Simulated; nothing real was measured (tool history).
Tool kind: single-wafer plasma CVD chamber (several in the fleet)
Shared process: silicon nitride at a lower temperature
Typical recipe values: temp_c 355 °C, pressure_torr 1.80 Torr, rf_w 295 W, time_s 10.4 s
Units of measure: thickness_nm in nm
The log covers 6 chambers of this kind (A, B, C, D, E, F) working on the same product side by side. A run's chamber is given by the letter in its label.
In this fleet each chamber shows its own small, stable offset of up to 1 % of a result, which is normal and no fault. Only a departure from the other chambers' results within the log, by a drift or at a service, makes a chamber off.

run,hour,temp_c,pressure_torr,rf_w,time_s,"read-back reference wafer on the same gauge, thickness_nm",thickness_nm
1A,2.9,355,1.80,295,10.4,10.601,12.484
2F,6.7,355,1.80,295,10.4,10.599,12.442
3C,12.2,355,1.80,295,10.4,10.594,12.500
4D,16.4,355,1.80,295,10.4,10.590,12.419
5E,20.9,355,1.80,295,10.4,10.595,12.415
6B,24.1,355,1.80,295,10.4,10.602,12.559
7F,27.2,355,1.80,295,10.4,10.611,12.370
8C,32.3,355,1.80,295,10.4,10.602,12.518
9E,37.2,355,1.80,295,10.4,10.602,12.391
10A,39.9,355,1.80,295,10.4,10.606,12.463
11D,45.0,355,1.80,295,10.4,10.602,12.481
12B,49.8,365,2.03,295,10.4,10.604,12.948
13E,53.4,365,2.03,295,10.4,10.596,12.818
14B,58.0,365,2.03,295,10.4,10.593,12.913
# hour 60.9: chamber D: thermocouple changed; heater temperature recalibrated
15A,61.3,365,2.03,295,10.4,10.603,12.783
16C,64.7,365,2.03,295,10.4,10.600,12.845
17D,70.0,365,2.03,295,10.4,10.599,12.840
18F,75.3,355,1.80,295,10.4,10.593,12.195
19B,79.8,355,1.80,295,10.4,10.601,12.521
20F,82.6,355,1.80,295,10.4,10.605,12.238
21D,85.2,355,1.80,295,10.4,10.591,12.472
22E,87.9,355,1.80,295,10.4,10.603,12.409
23A,92.6,355,1.80,295,10.4,10.599,12.383
24C,97.9,355,1.80,295,10.4,10.603,12.486
25C,103.1,364,1.80,295,10.4,10.602,12.428
26A,108.4,364,1.80,295,10.4,10.601,12.434
27F,111.0,364,1.80,295,10.4,10.598,12.058
28D,116.1,364,1.80,295,10.4,10.602,12.399
29B,118.7,364,1.80,295,10.4,10.598,12.399
30E,122.0,364,1.80,295,10.4,10.599,12.356
31A,124.7,355,1.80,295,10.4,10.607,12.451
32C,128.7,355,1.80,295,10.4,10.601,12.521
33D,133.0,355,1.80,295,10.4,10.600,12.452
34B,137.6,355,1.80,295,10.4,10.609,12.461
35E,142.4,342,1.80,275,10.4,10.601,11.901
36F,145.8,342,1.80,275,10.4,10.595,11.381

Read the log: is a single chamber off, either drifting away or since a service, is the gauge that measures every chamber drifting, or is nothing wrong beyond small per-chamber offsets? Name any odd chamber and what most likely caused it.

Chamber F drifts away from the others.
What lies behind it: delivered RF power below the setpoint (%) = 4.96.

Chamber F could run next with any of the 4 candidate recipes listed below; each alters the usual settings, and their results appear as question marks. Which one brings its results back in line with what the other chambers deliver on the usual settings?
Counts as in line when no further than this from what the other chambers average on the usual settings: thickness_nm 0.130 nm
37F-1,149.9,355,1.75,280,10.4,,?
37F-2,149.9,355,1.82,300,10.7,,?
37F-3,149.9,355,1.81,300,10.5,,?
37F-4,149.9,355,1.79,290,10.3,,?

Usual-settings mean across the other chambers: thickness_nm 12.467 nm
run,thickness_nm
37F-1,11.471
37F-2,12.501
37F-3,12.249
37F-4,11.710
Change 37F-2 lands the chamber within the allowed miss of the other chambers.
